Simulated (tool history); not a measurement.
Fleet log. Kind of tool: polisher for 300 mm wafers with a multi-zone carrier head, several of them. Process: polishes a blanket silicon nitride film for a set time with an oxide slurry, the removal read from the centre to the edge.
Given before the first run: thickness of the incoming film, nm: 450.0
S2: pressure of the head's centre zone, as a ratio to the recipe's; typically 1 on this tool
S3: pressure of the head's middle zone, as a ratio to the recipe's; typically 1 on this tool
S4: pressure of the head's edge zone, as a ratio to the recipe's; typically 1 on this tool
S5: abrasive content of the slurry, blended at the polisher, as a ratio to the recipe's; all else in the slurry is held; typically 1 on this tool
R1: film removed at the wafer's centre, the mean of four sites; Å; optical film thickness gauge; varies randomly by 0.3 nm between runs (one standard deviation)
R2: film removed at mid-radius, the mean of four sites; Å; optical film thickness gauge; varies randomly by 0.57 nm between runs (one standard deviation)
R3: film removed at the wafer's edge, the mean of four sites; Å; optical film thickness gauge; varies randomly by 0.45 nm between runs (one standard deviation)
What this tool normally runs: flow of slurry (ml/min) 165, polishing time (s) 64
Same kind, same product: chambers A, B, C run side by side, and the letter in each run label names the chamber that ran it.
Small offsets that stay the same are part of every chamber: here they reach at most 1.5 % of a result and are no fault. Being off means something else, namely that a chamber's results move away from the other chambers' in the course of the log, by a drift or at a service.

At hour 1: chamber B: edge zone pressure recalibrated.
Run 1C, hour 9.8: usual settings. Result: R1 448.26 Å, R2 454.89 Å, R3 451.77 Å.
At hour 13.2: chamber A: worn pad replaced by a new one.
Run 2A, hour 21.6: usual settings. Result: R1 453.72 Å, R2 445.93 Å, R3 462.05 Å.
Run 3B, hour 27.3: usual settings. Result: R1 461.49 Å, R2 452.58 Å, R3 444.69 Å.
Run 4B, hour 33.3: usual settings. Result: R1 457.43 Å, R2 456.82 Å, R3 452.4 Å.
At hour 35.5: chamber C: worn pad replaced by a new one.
Run 5A, hour 41.2: usual settings. Result: R1 450.96 Å, R2 453.45 Å, R3 454 Å.
At hour 41.5: chamber A: centre zone pressure recalibrated.
Run 6C, hour 52: usual settings. Result: R1 451.61 Å, R2 464.29 Å, R3 455.97 Å.
At hour 54.1: chamber B: worn pad replaced by a new one.
Run 7A, hour 64.2: usual settings. Result: R1 455.1 Å, R2 453.8 Å, R3 464.32 Å.
Run 8C, hour 75: usual settings but S4 0.93. Result: R1 456.77 Å, R2 459.67 Å, R3 440.85 Å.
Run 9B, hour 86.2: usual settings but S4 0.93. Result: R1 461.02 Å, R2 466.38 Å, R3 438.62 Å.
Run 10C, hour 93.1: usual settings but S4 0.93. Result: R1 451.37 Å, R2 459.78 Å, R3 442.14 Å.
Run 11B, hour 102.8: usual settings. Result: R1 468.13 Å, R2 448.09 Å, R3 454 Å.
Run 12A, hour 114: usual settings. Result: R1 454.65 Å, R2 457.12 Å, R3 462.82 Å.
Run 13C, hour 124.6: usual settings. Result: R1 457.14 Å, R2 452.57 Å, R3 457.53 Å.
Run 14B, hour 134.5: usual settings. Result: R1 458.4 Å, R2 444.44 Å, R3 448.08 Å.
Run 15A, hour 141.9: usual settings. Result: R1 451.39 Å, R2 459.11 Å, R3 456.92 Å.
At hour 142.3: chamber A: worn pad replaced by a new one.
At hour 142.4: chamber C: worn pad replaced by a new one.
Run 16A, hour 152.8: usual settings. Result: R1 450.97 Å, R2 461.08 Å, R3 459.48 Å.
Run 17C, hour 161.1: usual settings but S2 1.11, S5 1.2. Result: R1 546.48 Å, R2 484.48 Å, R3 498.74 Å.
Run 18B, hour 166.6: usual settings but S2 1.11, S5 1.2. Result: R1 561.53 Å, R2 487.66 Å, R3 493.29 Å.
At hour 167.6: chamber A: slurry nozzle cleaned.
At hour 171.6: chamber B: worn pad replaced by a new one.
Run 19A, hour 177.3: usual settings but S2 1.11, S5 1.2. Result: R1 549.45 Å, R2 486.43 Å, R3 493.11 Å.
Run 20B, hour 185: usual settings. Result: R1 464.52 Å, R2 450.22 Å, R3 448.79 Å.
Run 21C, hour 191.7: usual settings. Result: R1 455.51 Å, R2 458.58 Å, R3 459.11 Å.
Run 22B, hour 200: usual settings. Result: R1 460.97 Å, R2 454.07 Å, R3 453.66 Å.
Run 23A, hour 208.5: usual settings. Result: R1 454.1 Å, R2 463.44 Å, R3 458.96 Å.
Run 24C, hour 220.7: usual settings. Result: R1 448.58 Å, R2 453.61 Å, R3 460.53 Å.
Run 25A, hour 228.7: usual settings but S2 0.94, polishing time (s) 85. Result: R1 564.31 Å, R2 604.26 Å, R3 611.09 Å.
Run 26C, hour 237.4: usual settings but S2 0.94, polishing time (s) 85. Result: R1 562.12 Å, R2 618.31 Å, R3 608.8 Å.
Run 27B, hour 243.4: usual settings but S2 0.94, polishing time (s) 85. Result: R1 571.25 Å, R2 594.83 Å, R3 589.8 Å.
Run 28B, hour 251.5: usual settings. Result: R1 460.77 Å, R2 459.25 Å, R3 445.4 Å.
At hour 253.6: chamber A: worn pad replaced by a new one.
At hour 259.7: chamber C: worn pad replaced by a new one.
Run 29A, hour 263.6: usual settings but S3 1.04, S4 0.96. Result: R1 451 Å, R2 465.76 Å, R3 444.76 Å.
Run 30C, hour 274.1: usual settings but S3 1.04, S4 0.96. Result: R1 454.75 Å, R2 462.87 Å, R3 448.24 Å.
Run 31A, hour 281.1: usual settings but S3 1.04, S4 0.96. Result: R1 457.84 Å, R2 472.52 Å, R3 453.09 Å.
At hour 282.7: chamber C: slurry nozzle cleaned.
At hour 285.7: chamber B: worn pad replaced by a new one.
Run 32C, hour 292.8: usual settings but flow of slurry (ml/min) 130. Result: R1 428.25 Å, R2 452.03 Å, R3 445.72 Å.
Run 33B, hour 300.4: usual settings but flow of slurry (ml/min) 130. Result: R1 435.87 Å, R2 433.83 Å, R3 442.2 Å.
Run 34B, hour 307.2: usual settings but flow of slurry (ml/min) 130. Result: R1 434.07 Å, R2 441.37 Å, R3 435 Å.

Is one chamber out of step, is the gauge drifting, or do the chambers differ by no more than their own small offsets? For an off chamber, give its letter and the likeliest cause.

Nothing is wrong: each chamber keeps only its own small, steady offset and the gauge holds still.
